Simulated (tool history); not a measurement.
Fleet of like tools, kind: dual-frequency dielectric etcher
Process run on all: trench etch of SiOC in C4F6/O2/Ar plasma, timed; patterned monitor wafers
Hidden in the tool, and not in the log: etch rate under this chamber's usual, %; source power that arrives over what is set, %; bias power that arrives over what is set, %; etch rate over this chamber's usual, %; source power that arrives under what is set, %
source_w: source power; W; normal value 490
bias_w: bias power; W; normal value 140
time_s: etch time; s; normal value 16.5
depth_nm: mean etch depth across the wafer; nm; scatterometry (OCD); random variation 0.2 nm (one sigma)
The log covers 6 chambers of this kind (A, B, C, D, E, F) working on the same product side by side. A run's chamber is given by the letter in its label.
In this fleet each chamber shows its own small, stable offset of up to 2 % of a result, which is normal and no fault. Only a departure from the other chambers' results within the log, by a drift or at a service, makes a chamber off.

run	hour	source_w	bias_w	time_s	hours since the last wet clean	hours since the last source power generator calibration	hours since the last bias power generator calibration	read-back reference wafer on the same gauge, depth_nm	depth_nm
# hour 2.5: chamber B: wet clean of the chamber
1A	8.1	490	140	16.5	124.8	240.2	123.4	30.663	34.117
2D	12.3	490	140	16.5	52.2	1314	3597.6	30.732	34.569
3C	19.3	490	140	16.5	199.4	1241.6	1033.2	30.679	34.415
4B	24.2	490	140	16.5	21.8	295.8	2536.4	30.704	33.759
5F	29	490	140	16.5	293.4	333.5	1563.9	30.713	33.998
6E	34	490	140	16.5	259.9	2020	680.5	30.713	34.559
7E	39.5	490	140	16.5	265.4	2025.5	686	30.68	34.039
8B	48.1	490	140	16.5	45.7	319.7	2560.3	30.667	34.167
9C	54.5	490	140	16.5	234.6	1276.8	1068.4	30.648	34.336
10A	61	490	140	16.5	177.7	293.1	176.3	30.678	33.667
11F	67.7	490	140	16.5	332.1	372.2	1602.6	30.716	34.384
12D	76.4	490	140	16.5	116.3	1378.1	3661.7	30.706	34.658
13E	84.8	490	140	16.5	310.7	2070.8	731.3	30.724	34.049
14A	92.5	490	140	16.5	209.2	324.6	207.8	30.687	33.578
15B	99.5	490	140	16.5	97.1	371.1	2611.7	30.644	34.161
16F	105.7	490	140	16.5	370.1	410.2	1640.6	30.661	34.506
17D	110.3	490	140	16.5	150.2	1412	3695.6	30.659	34.573
18C	118.6	490	140	16.5	298.7	1340.9	1132.5	30.653	34.001
19D	124.8	450	140	20.5	164.7	1426.5	3710.1	30.68	41.893
20F	133	450	140	20.5	397.4	437.5	1667.9	30.705	41.583
21C	138.6	450	140	20.5	318.7	1360.9	1152.5	30.674	41.304
22E	145.6	450	140	20.5	371.5	2131.6	792.1	30.736	41.004
23B	151.8	450	140	20.5	149.4	423.4	2664	30.658	41.24
24A	160.6	450	140	20.5	277.3	392.7	275.9	30.706	41.197
# hour 161.5: chamber D: bias power generator calibrated
25F	165.2	490	140	16.5	429.6	469.7	1700.1	30.689	34.193
26C	171.2	490	140	16.5	351.3	1393.5	1185.1	30.701	34.372
27A	179.2	490	140	16.5	295.9	411.3	294.5	30.703	33.716
28E	187.9	490	140	16.5	413.8	2173.9	834.4	30.689	34.506
29D	192.4	490	140	16.5	232.3	1494.1	30.9	30.705	34.759
30B	197.7	490	140	16.5	195.3	469.3	2709.9	30.66	34.192
# hour 201.1: chamber F: wet clean of the chamber
# hour 201.8: chamber C: wet clean of the chamber
31B	203	490	140	16.5	200.6	474.6	2715.2	30.679	34.128
32C	211.5	490	140	16.5	9.8	1433.8	1225.4	30.73	34.629
33A	218.5	490	140	16.5	335.2	450.6	333.8	30.715	33.811
34F	224	490	140	16.5	22.9	528.5	1758.9	30.704	34.279
35E	230.2	490	140	16.5	456.1	2216.2	876.7	30.777	34.296
36D	235.3	490	129	13	275.2	1537	73.8	30.764	26.838
37C	242.7	490	129	13	41	1465	1256.6	30.717	26.135
38B	249.6	490	129	13	247.2	521.2	2761.8	30.726	26.194

Next, all 6 chambers run the settings below, one line each with question marks for the results. What does each chamber give?
39A	256.1	490	140	13					?
39B	256.1	490	140	13					?
39C	256.1	490	140	13					?
39D	256.1	490	140	13					?
39E	256.1	490	140	13					?
39F	256.1	490	140	13					?

run	depth_nm
39A	26.423
39B	26.89
39C	26.78
39D	27.713
39E	26.788
39F	26.996
